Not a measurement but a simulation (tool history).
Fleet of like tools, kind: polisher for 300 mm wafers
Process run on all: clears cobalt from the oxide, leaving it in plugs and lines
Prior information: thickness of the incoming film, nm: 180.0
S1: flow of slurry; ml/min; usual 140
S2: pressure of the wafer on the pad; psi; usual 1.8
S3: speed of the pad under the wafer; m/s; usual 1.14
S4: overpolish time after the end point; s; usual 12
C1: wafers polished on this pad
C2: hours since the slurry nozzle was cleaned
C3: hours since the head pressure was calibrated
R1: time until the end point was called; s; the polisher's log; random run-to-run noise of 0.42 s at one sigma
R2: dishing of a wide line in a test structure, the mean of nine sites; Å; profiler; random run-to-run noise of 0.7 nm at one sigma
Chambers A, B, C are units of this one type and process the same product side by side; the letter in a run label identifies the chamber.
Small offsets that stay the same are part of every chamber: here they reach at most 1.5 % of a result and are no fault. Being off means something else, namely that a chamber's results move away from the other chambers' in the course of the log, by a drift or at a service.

run	day	S1	S2	S3	S4	C1	C2	C3	R1	R2
1C	0.367	140	1.8	1.14	12	219	163.4	221.5	43.440	348.69
2B	0.788	140	1.8	1.14	12	463	549.2	1045.2	43.610	358.30
3A	1.017	140	1.8	1.14	12	951	129.6	796.0	42.593	354.71
4C	1.246	140	1.8	1.14	12	378	184.5	242.6	42.904	368.64
# day 1.367: chamber B: worn pad replaced by a new one
# day 1.458: chamber A: head pressure recalibrated
5B	1.546	140	1.8	1.14	12	33	567.4	1063.4	43.304	344.49
6A	1.792	140	1.8	1.14	12	1091	148.2	8.0	42.320	346.81
7A	2.217	140	1.8	1.14	12	1168	158.4	18.2	43.334	354.34
8C	2.488	140	1.8	1.14	12	603	214.3	272.4	43.362	347.01
9B	2.879	140	1.8	1.14	12	274	599.4	1095.4	43.391	358.67
# day 3.046: chamber C: slurry nozzle cleaned
10A	3.288	140	1.8	1.14	12	1362	184.1	43.9	43.281	344.99
11C	3.762	140	1.8	1.14	12	834	17.3	303.0	43.612	349.78
12B	4.233	140	1.8	1.14	12	519	631.9	1127.9	43.517	345.52
13C	4.521	140	1.8	1.14	12	971	35.5	321.2	42.680	354.98
# day 4.704: chamber B: slurry nozzle cleaned
# day 4.721: chamber B: worn pad replaced by a new one
# day 4.742: chamber C: head pressure recalibrated
14B	4.950	140	1.8	1.14	12	41	6.0	1145.1	42.580	353.52
15A	5.208	140	1.8	1.14	12	1709	230.2	90.0	42.707	361.63
16A	5.675	140	1.8	1.14	12	1794	241.4	101.2	42.839	356.91
17C	6.017	140	1.8	1.14	12	1242	71.4	30.7	42.649	356.98
18B	6.308	140	1.8	1.14	12	287	38.6	1177.7	42.705	351.53
19B	6.642	140	1.8	1.14	12	347	46.6	1185.7	42.850	362.66
# day 6.808: chamber C: worn pad replaced by a new one
20A	6.904	115	1.8	1.14	12	2016	270.9	130.7	45.134	338.84
21C	7.262	115	1.8	1.14	12	82	101.3	60.6	44.815	355.40
22A	7.479	115	1.8	1.14	12	2120	284.7	144.5	44.693	344.43
23C	7.804	140	1.8	1.14	12	180	114.3	73.6	43.393	359.96
24B	8.133	140	1.8	1.14	12	617	82.4	1221.5	43.271	361.75
# day 8.271: chamber B: worn pad replaced by a new one
25C	8.604	140	1.8	1.14	12	325	133.5	92.8	43.212	349.04
26B	8.921	140	1.8	1.14	12	118	101.3	1240.4	43.963	356.51
# day 8.929: chamber B: head pressure recalibrated
27A	9.267	140	1.8	1.14	12	2444	327.6	187.4	45.290	348.64
28C	9.738	140	1.8	1.14	12	530	160.7	120.0	44.403	345.92
29B	10.000	140	1.8	1.14	12	313	127.2	25.7	42.839	367.33
30A	10.221	140	1.8	1.14	12	2616	350.5	210.3	44.542	338.64
31B	10.438	140	1.8	1.14	12	392	137.7	36.2	43.512	357.09
32C	10.762	160	1.8	1.14	9	715	185.3	144.6	42.716	291.77
33A	11.092	160	1.8	1.14	9	2774	371.4	231.2	44.453	269.21
34A	11.562	160	1.8	1.14	9	2859	382.7	242.5	44.504	275.07
# day 11.788: chamber B: worn pad replaced by a new one
35B	11.846	140	1.8	1.26	12	11	171.5	70.0	39.411	378.61
36C	12.212	140	1.8	1.26	12	978	220.1	179.4	39.917	390.12
# day 12.508: chamber C: slurry nozzle cleaned
37C	12.588	140	1.8	1.26	12	1046	2.0	188.4	38.908	388.74
38A	12.946	140	1.8	1.14	12	3110	415.9	275.7	46.517	326.36
39B	13.233	170	1.8	1.36	12	262	204.8	103.3	35.920	407.64
40B	13.567	170	1.8	1.36	12	322	212.8	111.3	35.158	404.59

One chamber off, gauge drift, or nothing amiss beyond the chambers' own small offsets? If it is a chamber, which one, and what is the likeliest cause?

It is chamber A that slowly wanders off from its peers.
What lies behind it: removal rate lost through wear of the pad, % = 8.98.
It could be hard to tell apart here from: slurry flow missing at the pad, %; head's pressure below its setpoint, %.

Chamber A could run next with any of the 4 candidate recipes listed below; each alters the usual settings, and their results appear as question marks. Which one brings its results back in line with what the other chambers deliver on the usual settings?
Allowed miss from the other chambers' usual-settings mean, per result, to count as in line: R1 1.500 s; R2 25.00 Å
41A-1	13.908	140	1.8	1.16	12				?	?
41A-2	13.908	140	1.9	1.18	12				?	?
41A-3	13.908	140	1.7	1.10	12				?	?
41A-4	13.908	140	1.8	1.12	12				?	?

Mean of the other chambers on the usual settings: R1 43.416 s; R2 353.83 Å
run	R1	R2
41A-1	46.447	338.81
41A-2	43.270	355.55
41A-3	51.865	313.45
41A-4	48.125	330.55
41A-2 brings the chamber back in line.
